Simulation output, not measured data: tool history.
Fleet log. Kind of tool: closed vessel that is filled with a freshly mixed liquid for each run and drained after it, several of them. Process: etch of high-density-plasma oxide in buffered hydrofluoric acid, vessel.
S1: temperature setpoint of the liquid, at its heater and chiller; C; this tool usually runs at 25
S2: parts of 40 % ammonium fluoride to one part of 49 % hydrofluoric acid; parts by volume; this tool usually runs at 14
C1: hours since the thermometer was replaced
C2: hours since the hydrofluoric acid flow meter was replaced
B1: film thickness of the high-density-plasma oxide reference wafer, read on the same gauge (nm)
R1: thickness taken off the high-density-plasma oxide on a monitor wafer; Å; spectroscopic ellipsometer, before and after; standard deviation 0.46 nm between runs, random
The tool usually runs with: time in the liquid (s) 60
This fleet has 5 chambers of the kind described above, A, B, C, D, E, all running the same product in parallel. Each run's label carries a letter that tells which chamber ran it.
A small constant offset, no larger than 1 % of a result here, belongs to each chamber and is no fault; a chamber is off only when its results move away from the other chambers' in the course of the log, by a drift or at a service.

{"run": "1B", "hour": 8.2, "S1": 25, "S2": 14, "time in the liquid (s)": 60, "C1": 931.4, "C2": 247.5, "B1": 109.97, "R1": 624.44}
{"run": "2C", "hour": 16.2, "S1": 25, "S2": 14, "time in the liquid (s)": 60, "C1": 83.1, "C2": 1176.6, "B1": 110.02, "R1": 610.73}
{"run": "3E", "hour": 25.3, "S1": 25, "S2": 14, "time in the liquid (s)": 60, "C1": 1023.1, "C2": 1517.7, "B1": 110.02, "R1": 623.29}
{"run": "4A", "hour": 33.3, "S1": 25, "S2": 14, "time in the liquid (s)": 60, "C1": 347.2, "C2": 821.5, "B1": 110.03, "R1": 615.83}
{"run": "5D", "hour": 42.9, "S1": 25, "S2": 16.5, "time in the liquid (s)": 60, "C1": 47.4, "C2": 1027.6, "B1": 110.01, "R1": 524.19}
{"run": "6E", "hour": 49.3, "S1": 25, "S2": 16.5, "time in the liquid (s)": 60, "C1": 1047.1, "C2": 1541.7, "B1": 110.01, "R1": 533.21}
{"run": "7A", "hour": 55.1, "S1": 25, "S2": 16.5, "time in the liquid (s)": 60, "C1": 369, "C2": 843.3, "B1": 109.98, "R1": 535.26}
{"run": "8B", "hour": 63.0, "S1": 25, "S2": 16.5, "time in the liquid (s)": 60, "C1": 986.2, "C2": 302.3, "B1": 109.99, "R1": 539.64}
{"run": "9C", "hour": 71.5, "S1": 25, "S2": 16.5, "time in the liquid (s)": 60, "C1": 138.4, "C2": 1231.9, "B1": 109.98, "R1": 517.53}
{"run": "10D", "hour": 78.8, "S1": 25, "S2": 14, "time in the liquid (s)": 60, "C1": 83.3, "C2": 1063.5, "B1": 110.01, "R1": 622.3}
{"run": "11D", "hour": 88.0, "S1": 25, "S2": 14, "time in the liquid (s)": 60, "C1": 92.5, "C2": 1072.7, "B1": 110.04, "R1": 625.86}
{"run": "12C", "hour": 92.8, "S1": 25, "S2": 14, "time in the liquid (s)": 60, "C1": 159.7, "C2": 1253.2, "B1": 110.03, "R1": 620.54}
{"run": "13A", "hour": 102.1, "S1": 25, "S2": 14, "time in the liquid (s)": 60, "C1": 416, "C2": 890.3, "B1": 110, "R1": 616.53}
{"run": "14E", "hour": 111.5, "S1": 25, "S2": 14, "time in the liquid (s)": 60, "C1": 1109.3, "C2": 1603.9, "B1": 109.98, "R1": 620.1}
{"run": "15B", "hour": 117.3, "S1": 25, "S2": 14, "time in the liquid (s)": 60, "C1": 1040.5, "C2": 356.6, "B1": 110, "R1": 634.6}
{"run": "16E", "hour": 127.2, "S1": 25, "S2": 14, "time in the liquid (s)": 60, "C1": 1125, "C2": 1619.6, "B1": 110, "R1": 625.36}
{"run": "17D", "hour": 132.2, "S1": 25, "S2": 17, "time in the liquid (s)": 50, "C1": 136.7, "C2": 1116.9, "B1": 109.99, "R1": 432.15}
{"run": "18C", "hour": 140.1, "S1": 25, "S2": 17, "time in the liquid (s)": 50, "C1": 207, "C2": 1300.5, "B1": 109.98, "R1": 423.44}
{"run": "19B", "hour": 144.5, "S1": 25, "S2": 17, "time in the liquid (s)": 50, "C1": 1067.7, "C2": 383.8, "B1": 110, "R1": 434.98}
{"hour": 152.1, "done": "chamber C: hydrofluoric acid flow meter replaced"}
{"run": "20A", "hour": 154.0, "S1": 25, "S2": 17, "time in the liquid (s)": 50, "C1": 467.9, "C2": 942.2, "B1": 110.01, "R1": 424.88}
{"run": "21D", "hour": 161.8, "S1": 25, "S2": 17, "time in the liquid (s)": 50, "C1": 166.3, "C2": 1146.5, "B1": 110.02, "R1": 433}
{"run": "22B", "hour": 169.6, "S1": 25, "S2": 14, "time in the liquid (s)": 60, "C1": 1092.8, "C2": 408.9, "B1": 110, "R1": 649.12}
{"run": "23C", "hour": 178.8, "S1": 25, "S2": 14, "time in the liquid (s)": 60, "C1": 245.7, "C2": 26.7, "B1": 110.01, "R1": 615.65}
{"run": "24A", "hour": 187.1, "S1": 25, "S2": 14, "time in the liquid (s)": 60, "C1": 501, "C2": 975.3, "B1": 110.02, "R1": 625.55}
{"run": "25E", "hour": 194.5, "S1": 25, "S2": 14, "time in the liquid (s)": 60, "C1": 1192.3, "C2": 1686.9, "B1": 110.01, "R1": 621.6}
{"run": "26D", "hour": 204.4, "S1": 25, "S2": 14, "time in the liquid (s)": 60, "C1": 208.9, "C2": 1189.1, "B1": 110, "R1": 616.69}
{"run": "27B", "hour": 210.3, "S1": 25, "S2": 12, "time in the liquid (s)": 60, "C1": 1133.5, "C2": 449.6, "B1": 109.97, "R1": 769.51}
{"run": "28E", "hour": 218.0, "S1": 25, "S2": 12, "time in the liquid (s)": 60, "C1": 1215.8, "C2": 1710.4, "B1": 109.98, "R1": 726.76}
{"run": "29C", "hour": 227.9, "S1": 25, "S2": 12, "time in the liquid (s)": 60, "C1": 294.8, "C2": 75.8, "B1": 110, "R1": 708.66}
{"run": "30A", "hour": 234.6, "S1": 25, "S2": 12, "time in the liquid (s)": 60, "C1": 548.5, "C2": 1022.8, "B1": 110, "R1": 715.15}
{"run": "31B", "hour": 239.9, "S1": 25, "S2": 12, "time in the liquid (s)": 60, "C1": 1163.1, "C2": 479.2, "B1": 110.02, "R1": 773.65}
{"run": "32C", "hour": 245.0, "S1": 25, "S2": 14, "time in the liquid (s)": 60, "C1": 311.9, "C2": 92.9, "B1": 110.04, "R1": 615.52}
{"run": "33A", "hour": 253.9, "S1": 25, "S2": 14, "time in the liquid (s)": 60, "C1": 567.8, "C2": 1042.1, "B1": 109.99, "R1": 623.63}
{"run": "34E", "hour": 261.6, "S1": 25, "S2": 14, "time in the liquid (s)": 60, "C1": 1259.4, "C2": 1754, "B1": 109.99, "R1": 625.98}

For the next run the whole fleet of 5 chambers uses the same settings. Give each chamber's results:
{"run": "35A", "hour": 268.8, "S1": 25, "S2": 14, "time in the liquid (s)": 40, "R1": "?"}
{"run": "35B", "hour": 268.8, "S1": 25, "S2": 14, "time in the liquid (s)": 40, "R1": "?"}
{"run": "35C", "hour": 268.8, "S1": 25, "S2": 14, "time in the liquid (s)": 40, "R1": "?"}
{"run": "35D", "hour": 268.8, "S1": 25, "S2": 14, "time in the liquid (s)": 40, "R1": "?"}
{"run": "35E", "hour": 268.8, "S1": 25, "S2": 14, "time in the liquid (s)": 40, "R1": "?"}

run=35A R1=413.24
run=35B R1=444.72
run=35C R1=408.23
run=35D R1=415.97
run=35E R1=413.21
